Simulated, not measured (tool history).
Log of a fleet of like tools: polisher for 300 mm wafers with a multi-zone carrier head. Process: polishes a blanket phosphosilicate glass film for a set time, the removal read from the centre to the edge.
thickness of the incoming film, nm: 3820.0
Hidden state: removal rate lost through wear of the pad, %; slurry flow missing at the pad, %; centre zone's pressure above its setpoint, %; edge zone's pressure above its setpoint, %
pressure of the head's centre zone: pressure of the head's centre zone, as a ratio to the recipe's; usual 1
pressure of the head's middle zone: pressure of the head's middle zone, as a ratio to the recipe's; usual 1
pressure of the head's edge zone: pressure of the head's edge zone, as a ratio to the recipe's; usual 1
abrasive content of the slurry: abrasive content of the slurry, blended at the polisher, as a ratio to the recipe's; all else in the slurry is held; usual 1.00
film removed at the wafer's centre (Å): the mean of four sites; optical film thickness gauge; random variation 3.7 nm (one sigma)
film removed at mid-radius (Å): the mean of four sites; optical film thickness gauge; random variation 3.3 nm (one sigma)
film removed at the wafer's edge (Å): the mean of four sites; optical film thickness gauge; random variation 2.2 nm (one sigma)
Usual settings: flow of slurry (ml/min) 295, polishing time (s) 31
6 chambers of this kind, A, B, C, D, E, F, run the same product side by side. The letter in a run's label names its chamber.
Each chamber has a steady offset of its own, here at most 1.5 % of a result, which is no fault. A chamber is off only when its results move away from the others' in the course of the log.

run     day  flow of slurry (ml/min)  pressure of the head's centre zone  pressure of the head's middle zone  pressure of the head's edge zone  abrasive content of the slurry  polishing time (s)  wafers polished on this pad  hours since the slurry nozzle was cleaned  hours since the centre zone pressure was calibrated  hours since the edge zone pressure was calibrated  film removed at the wafer's centre (Å)  film removed at mid-radius (Å)  film removed at the wafer's edge (Å)
      0.088  -- chamber B: centre zone pressure recalibrated
      0.404  -- chamber A: worn pad replaced by a new one
 1B   0.408                      295                                   1                                   1                                 1                            1.00                  31                          824                                      480.0                                                  7.8                                              426.9                                  2562.3                          2572.0                                2594.5
 2F   0.671                      295                                   1                                   1                                 1                            1.00                  31                          871                                      199.5                                                169.5                                              300.6                                  2582.3                          2538.8                                2563.4
      0.967  -- chamber B: worn pad replaced by a new one
      0.996  -- chamber C: worn pad replaced by a new one
 3C   1.012                      295                                   1                                   1                                 1                            1.00                  31                            5                                      145.8                                                457.9                                              430.8                                  2617.9                          2593.8                                2600.8
 4D   1.362                      295                                   1                                   1                                 1                            1.00                  31                          735                                      427.5                                                224.6                                              741.1                                  2612.5                          2526.2                                2571.1
      1.621  -- chamber E: worn pad replaced by a new one
 5E   1.629                      295                                   1                                   1                                 1                            1.00                  31                            2                                      116.2                                                108.1                                              410.4                                  2577.9                          2539.9                                2481.1
      1.754  -- chamber F: worn pad replaced by a new one
 6A   1.867                      295                                   1                                   1                                 1                            1.00                  31                          464                                      185.6                                                 92.8                                               61.1                                  2565.4                          2484.0                                2576.0
      2.029  -- chamber D: worn pad replaced by a new one
 7C   2.250                      295                                   1                                   1                                 1                            1.00                  31                          397                                      175.5                                                487.6                                              460.5                                  2564.5                          2541.5                                2598.5
 8E   2.608                      295                                   1                                   1                                 1                            0.85                  31                          312                                      139.7                                                131.6                                              433.9                                  2399.7                          2327.7                                2364.5
 9B   2.883                      295                                   1                                   1                                 1                            0.85                  31                          606                                      539.4                                                 67.2                                              486.3                                  2355.6                          2333.9                                2354.2
      3.125  -- chamber A: worn pad replaced by a new one
10D   3.171                      295                                   1                                   1                                 1                            0.85                  31                          361                                      470.9                                                268.0                                              784.5                                  2438.9                          2331.8                                2353.1
11A   3.379                      295                                   1                                   1                                 1                            0.85                  31                           80                                      221.9                                                129.1                                               97.4                                  2380.6                          2334.9                                2354.3
12F   3.579                      295                                   1                                   1                                 1                            0.85                  31                          577                                      269.3                                                239.3                                              370.4                                  2409.9                          2355.8                                2363.0
      3.812  -- chamber B: worn pad replaced by a new one
13F   3.875                      295                                   1                                   1                                 1                            0.85                  31                          671                                      276.4                                                246.4                                              377.5                                  2386.0                          2395.3                                2369.5
      4.117  -- chamber C: edge zone pressure recalibrated
14D   4.250                      295                                   1                                   1                                 1                            1.00                  31                          703                                      496.8                                                293.9                                              810.4                                  2572.2                          2529.5                                2540.3
15E   4.633                      210                                   1                                   1                                 1                            1.10                  31                          953                                      188.3                                                180.2                                              482.5                                  2576.2                          2563.0                                2568.4
      4.679  -- chamber B: slurry nozzle cleaned
      4.867  -- chamber E: worn pad replaced by a new one
16C   4.896                      210                                   1                                   1                                 1                            1.10                  31                         1234                                      239.0                                                551.1                                               18.7                                  2522.5                          2595.1                                2625.4
      5.083  -- chamber A: slurry nozzle cleaned
17A   5.300                      210                                   1                                   1                                 1                            1.10                  31                          688                                        5.2                                                175.2                                              143.5                                  2540.6                          2558.3                                2589.2
      5.433  -- chamber C: worn pad replaced by a new one
18B   5.696                      210                                   1                                   1                                 1                            1.10                  31                          597                                       24.4                                                134.7                                              553.8                                  2574.6                          2556.5                                2608.3
      5.712  -- chamber F: edge zone pressure recalibrated
      5.754  -- chamber F: worn pad replaced by a new one
      5.833  -- chamber D: worn pad replaced by a new one
19A   5.933                      210                                   1                                   1                                 1                            1.10                  31                          888                                       20.4                                                190.4                                              158.7                                  2489.7                          2612.1                                2563.6
      6.221  -- chamber E: slurry nozzle cleaned
      6.229  -- chamber A: worn pad replaced by a new one
20D   6.279                      210                                   1                                   1                                 1                            1.10                  31                          142                                      545.5                                                342.6                                              859.1                                  2608.4                          2593.2                                2607.0
21C   6.500                      295                                   1                                   1                                 1                            1.00                  31                          338                                      277.5                                                589.6                                               57.2                                  2519.4                          2587.4                                2610.7
      6.700  -- chamber D: edge zone pressure recalibrated
22F   6.796                      295                                   1                                   1                                 1                            1.00                  31                          330                                      346.5                                                316.5                                               26.1                                  2589.7                          2588.6                                2579.0
23E   7.038                      295                                   1                                   1                                 1                            1.00                  31                          687                                       19.7                                                237.9                                              540.2                                  2560.8                          2485.6                                2526.7
24B   7.233                      295                                   1                                   1                                 1                            1.00                  31                         1083                                       61.3                                                171.6                                              590.7                                  2558.9                          2550.7                                2576.8
      7.488  -- chamber B: worn pad replaced by a new one
25B   7.612                      295                                   1                                   1                                 1                            1.00                  31                           40                                       70.4                                                180.7                                              599.8                                  2584.6                          2582.5                                2579.1
26D   7.879                      295                                   1                                   1                                 1                            1.00                  31                          648                                      583.9                                                381.0                                               28.4                                  2592.0                          2566.5                                2547.5
27C   8.100                      295                                   1                                   1                                 1                            1.00                  31                          845                                      315.9                                                628.0                                               95.6                                  2563.5                          2598.7                                2607.2
28F   8.367                      295                                   1                                   1                                 1                            1.00                  31                          827                                      384.2                                                354.2                                               63.8                                  2545.5                          2550.1                                2562.0
29A   8.558                      295                                   1                                   1                                 1                            1.00                  31                          738                                       83.4                                                253.4                                              221.7                                  2527.4                          2562.5                                2582.2
      8.917  -- chamber C: slurry nozzle cleaned
30E   8.962                      295                                   1                                   1                                 1                            1.00                  31                         1296                                       65.9                                                284.1                                              586.4                                  2544.8                          2518.0                                2544.2
      9.062  -- chamber E: worn pad replaced by a new one
      9.112  -- chamber F: worn pad replaced by a new one
      9.183  -- chamber D: worn pad replaced by a new one
31B   9.304                      295                                   1                                   1                                 1                            1.00                  31                          575                                      111.0                                                221.3                                              640.4                                  2545.9                          2558.4                                2583.5
      9.412  -- chamber A: worn pad replaced by a new one
      9.517  -- chamber E: edge zone pressure recalibrated
32D   9.596                      295                                   1                                   1                                 1                            1.00                  31                          131                                      625.1                                                422.2                                               69.6                                  2581.6                          2570.3                                2546.3
      9.767  -- chamber C: worn pad replaced by a new one
33C   9.854                      195                                   1                                   1                                 1                            1.00                  31                           28                                       22.6                                                670.1                                              137.7                                  2440.8                          2489.8                                2538.9
34E  10.071                      195                                   1                                   1                                 1                            1.00                  31                          319                                       92.5                                                310.7                                               13.3                                  2449.9                          2382.7                                2445.5
     10.275  -- chamber B: worn pad replaced by a new one
35A  10.346                      195                                   1                                   1                                 1                            1.00                  31                          295                                      126.3                                                296.3                                              264.6                                  2323.0                          2470.3                                2483.7
36F  10.662                      195                                   1                                   1                                 1                            1.00                  31                          490                                      439.3                                                409.3                                              118.9                                  2370.6                          2399.9                                2512.1
37A  10.842                      195                                   1                                   1                                 1                            1.00                  31                          452                                      138.2                                                308.2                                              276.5                                  2448.0                          2484.2                                2451.5
38B  11.054                      195                                   1                                   1                                 1                            1.00                  31                          246                                      153.0                                                263.3                                              682.4                                  2429.1                          2489.1                                2471.8
39E  11.400                      295                                   1                                   1                                 1                            1.00                  31                          740                                      124.4                                                342.6                                               45.2                                  2587.7                          2507.5                                2547.6
40D  11.700                      295                                   1                                   1                                 1                            1.00                  31                          797                                      675.6                                                472.7                                              120.1                                  2539.8                          2553.6                                2547.9
     11.875  -- chamber C: centre zone pressure recalibrated
41F  12.092                      295                                   1                                   1                                 1                            1.00                  31                          943                                      473.6                                                443.6                                              153.2                                  2551.2                          2579.3                                2561.2
42C  12.312                      295                                   1                                   1                                 1                            1.00                  31                          806                                       81.6                                                 10.6                                              196.7                                  2484.5                          2599.7                                2583.9

All 6 chambers run these settings next. Forecast each chamber's results:
43A  12.608                      295                                   1                                   1                                 1                            1.00                  31                                                                                                                                                                                                                       ?                               ?                                     ?
43B  12.608                      295                                   1                                   1                                 1                            1.00                  31                                                                                                                                                                                                                       ?                               ?                                     ?
43C  12.608                      295                                   1                                   1                                 1                            1.00                  31                                                                                                                                                                                                                       ?                               ?                                     ?
43D  12.608                      295                                   1                                   1                                 1                            1.00                  31                                                                                                                                                                                                                       ?                               ?                                     ?
43E  12.608                      295                                   1                                   1                                 1                            1.00                  31                                                                                                                                                                                                                       ?                               ?                                     ?
43F  12.608                      295                                   1                                   1                                 1                            1.00                  31                                                                                                                                                                                                                       ?                               ?                                     ?

run  film removed at the wafer's centre (Å)  film removed at mid-radius (Å)  film removed at the wafer's edge (Å)
43A                                  2567.2                          2574.6                                2530.9
43B                                  2565.0                          2573.3                                2560.4
43C                                  2576.5                          2544.6                                2607.5
43D                                  2571.1                          2513.1                                2542.3
43E                                  2627.4                          2562.0                                2574.2
43F                                  2520.8                          2600.5                                2574.5
